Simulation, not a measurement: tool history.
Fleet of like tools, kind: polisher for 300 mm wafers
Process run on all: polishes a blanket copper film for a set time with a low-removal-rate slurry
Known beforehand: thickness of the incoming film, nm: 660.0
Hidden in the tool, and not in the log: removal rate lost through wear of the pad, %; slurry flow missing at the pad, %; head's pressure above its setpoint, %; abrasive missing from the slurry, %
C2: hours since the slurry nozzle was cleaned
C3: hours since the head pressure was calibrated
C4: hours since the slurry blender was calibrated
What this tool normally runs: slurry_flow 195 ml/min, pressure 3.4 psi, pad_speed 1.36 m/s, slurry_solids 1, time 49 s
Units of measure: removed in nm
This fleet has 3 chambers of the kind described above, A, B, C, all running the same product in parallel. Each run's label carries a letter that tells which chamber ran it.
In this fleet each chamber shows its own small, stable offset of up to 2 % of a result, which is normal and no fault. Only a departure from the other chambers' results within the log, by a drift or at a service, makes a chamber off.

{"run": "1C", "hour": 2.9, "slurry_flow": 195, "pressure": 3.4, "pad_speed": 1.36, "slurry_solids": 1, "time": 49, "wafers polished on this pad": 1246, "C2": 535.5, "C3": 1405.6, "C4": 232.1, "removed": 208.28}
{"run": "2B", "hour": 7.6, "slurry_flow": 195, "pressure": 3.4, "pad_speed": 1.36, "slurry_solids": 1, "time": 49, "wafers polished on this pad": 832, "C2": 46.4, "C3": 502, "C4": 293.8, "removed": 209.23}
{"hour": 10.5, "done": "chamber B: slurry blender recalibrated"}
{"hour": 10.6, "done": "chamber C: head pressure recalibrated"}
{"run": "3A", "hour": 12.3, "slurry_flow": 195, "pressure": 3.4, "pad_speed": 1.36, "slurry_solids": 1, "time": 49, "wafers polished on this pad": 166, "C2": 372, "C3": 672.3, "C4": 166.8, "removed": 206.35}
{"run": "4A", "hour": 15.7, "slurry_flow": 195, "pressure": 3.4, "pad_speed": 1.36, "slurry_solids": 1, "time": 49, "wafers polished on this pad": 196, "C2": 375.4, "C3": 675.7, "C4": 170.2, "removed": 208.59}
{"run": "5C", "hour": 18.7, "slurry_flow": 195, "pressure": 3.4, "pad_speed": 1.36, "slurry_solids": 1, "time": 49, "wafers polished on this pad": 1384, "C2": 551.3, "C3": 8.2, "C4": 247.9, "removed": 207.94}
{"run": "6B", "hour": 23.5, "slurry_flow": 195, "pressure": 3.4, "pad_speed": 1.36, "slurry_solids": 1, "time": 49, "wafers polished on this pad": 972, "C2": 62.3, "C3": 517.9, "C4": 13.1, "removed": 209.06}
{"run": "7C", "hour": 26.7, "slurry_flow": 195, "pressure": 3.4, "pad_speed": 1.36, "slurry_solids": 1, "time": 49, "wafers polished on this pad": 1455, "C2": 559.3, "C3": 16.2, "C4": 255.9, "removed": 207.33}
{"run": "8A", "hour": 30.9, "slurry_flow": 195, "pressure": 3.4, "pad_speed": 1.36, "slurry_solids": 1, "time": 49, "wafers polished on this pad": 330, "C2": 390.6, "C3": 690.9, "C4": 185.4, "removed": 206.14}
{"hour": 31.1, "done": "chamber C: worn pad replaced by a new one"}
{"run": "9B", "hour": 34.2, "slurry_flow": 195, "pressure": 3.4, "pad_speed": 1.36, "slurry_solids": 1, "time": 49, "wafers polished on this pad": 1066, "C2": 73, "C3": 528.6, "C4": 23.8, "removed": 208.96}
{"run": "10B", "hour": 38.3, "slurry_flow": 195, "pressure": 3.4, "pad_speed": 1.36, "slurry_solids": 1, "time": 49, "wafers polished on this pad": 1102, "C2": 77.1, "C3": 532.7, "C4": 27.9, "removed": 208.65}
{"run": "11C", "hour": 42.5, "slurry_flow": 195, "pressure": 3.4, "pad_speed": 1.36, "slurry_solids": 1, "time": 49, "wafers polished on this pad": 100, "C2": 575.1, "C3": 32, "C4": 271.7, "removed": 211.87}
{"hour": 43.0, "done": "chamber B: worn pad replaced by a new one"}
{"run": "12A", "hour": 46.9, "slurry_flow": 195, "pressure": 3.4, "pad_speed": 1.36, "slurry_solids": 1, "time": 49, "wafers polished on this pad": 471, "C2": 406.6, "C3": 706.9, "C4": 201.4, "removed": 207.36}
{"run": "13C", "hour": 49.6, "slurry_flow": 195, "pressure": 4.5, "pad_speed": 1.36, "slurry_solids": 0.75, "time": 49, "wafers polished on this pad": 163, "C2": 582.2, "C3": 39.1, "C4": 278.8, "removed": 258.53}
{"run": "14B", "hour": 53.4, "slurry_flow": 195, "pressure": 4.5, "pad_speed": 1.36, "slurry_solids": 0.75, "time": 49, "wafers polished on this pad": 91, "C2": 92.2, "C3": 547.8, "C4": 43, "removed": 263.33}
{"run": "15A", "hour": 56.5, "slurry_flow": 195, "pressure": 4.5, "pad_speed": 1.36, "slurry_solids": 0.75, "time": 49, "wafers polished on this pad": 555, "C2": 416.2, "C3": 716.5, "C4": 211, "removed": 258.07}
{"run": "16A", "hour": 60.4, "slurry_flow": 195, "pressure": 3.4, "pad_speed": 1.36, "slurry_solids": 1, "time": 49, "wafers polished on this pad": 589, "C2": 420.1, "C3": 720.4, "C4": 214.9, "removed": 207.4}
{"run": "17C", "hour": 62.7, "slurry_flow": 195, "pressure": 3.4, "pad_speed": 1.36, "slurry_solids": 1, "time": 49, "wafers polished on this pad": 278, "C2": 595.3, "C3": 52.2, "C4": 291.9, "removed": 210.66}
{"hour": 65.0, "done": "chamber C: slurry blender recalibrated"}
{"run": "18B", "hour": 65.2, "slurry_flow": 195, "pressure": 3.4, "pad_speed": 1.36, "slurry_solids": 1, "time": 49, "wafers polished on this pad": 195, "C2": 104, "C3": 559.6, "C4": 54.8, "removed": 209.28}
{"run": "19A", "hour": 68.1, "slurry_flow": 195, "pressure": 3.4, "pad_speed": 1.36, "slurry_solids": 1, "time": 49, "wafers polished on this pad": 657, "C2": 427.8, "C3": 728.1, "C4": 222.6, "removed": 206.05}
{"run": "20C", "hour": 71.1, "slurry_flow": 195, "pressure": 3.4, "pad_speed": 1.36, "slurry_solids": 1, "time": 49, "wafers polished on this pad": 352, "C2": 603.7, "C3": 60.6, "C4": 6.1, "removed": 210.04}
{"run": "21B", "hour": 73.5, "slurry_flow": 195, "pressure": 3.4, "pad_speed": 1.36, "slurry_solids": 1, "time": 49, "wafers polished on this pad": 268, "C2": 112.3, "C3": 567.9, "C4": 63.1, "removed": 210.47}
{"run": "22A", "hour": 77.2, "slurry_flow": 195, "pressure": 3.4, "pad_speed": 1.36, "slurry_solids": 1, "time": 49, "wafers polished on this pad": 737, "C2": 436.9, "C3": 737.2, "C4": 231.7, "removed": 209.02}
{"run": "23B", "hour": 82.3, "slurry_flow": 195, "pressure": 3.4, "pad_speed": 1.36, "slurry_solids": 1, "time": 49, "wafers polished on this pad": 345, "C2": 121.1, "C3": 576.7, "C4": 71.9, "removed": 207.59}
{"run": "24C", "hour": 87.2, "slurry_flow": 195, "pressure": 3.4, "pad_speed": 1.36, "slurry_solids": 1, "time": 49, "wafers polished on this pad": 493, "C2": 619.8, "C3": 76.7, "C4": 22.2, "removed": 209.19}
{"run": "25B", "hour": 89.8, "slurry_flow": 195, "pressure": 3.4, "pad_speed": 1.36, "slurry_solids": 1, "time": 49, "wafers polished on this pad": 411, "C2": 128.6, "C3": 584.2, "C4": 79.4, "removed": 210}
{"run": "26C", "hour": 92.5, "slurry_flow": 195, "pressure": 3.4, "pad_speed": 1.36, "slurry_solids": 1, "time": 49, "wafers polished on this pad": 540, "C2": 625.1, "C3": 82, "C4": 27.5, "removed": 210.64}

All 3 chambers run these settings next. Forecast each chamber's results:
{"run": "27A", "hour": 96.2, "slurry_flow": 195, "pressure": 3.4, "pad_speed": 1.7, "slurry_solids": 1, "time": 49, "removed": "?"}
{"run": "27B", "hour": 96.2, "slurry_flow": 195, "pressure": 3.4, "pad_speed": 1.7, "slurry_solids": 1, "time": 49, "removed": "?"}
{"run": "27C", "hour": 96.2, "slurry_flow": 195, "pressure": 3.4, "pad_speed": 1.7, "slurry_solids": 1, "time": 49, "removed": "?"}

run=27A removed=258.02
run=27B removed=259.79
run=27C removed=264.63
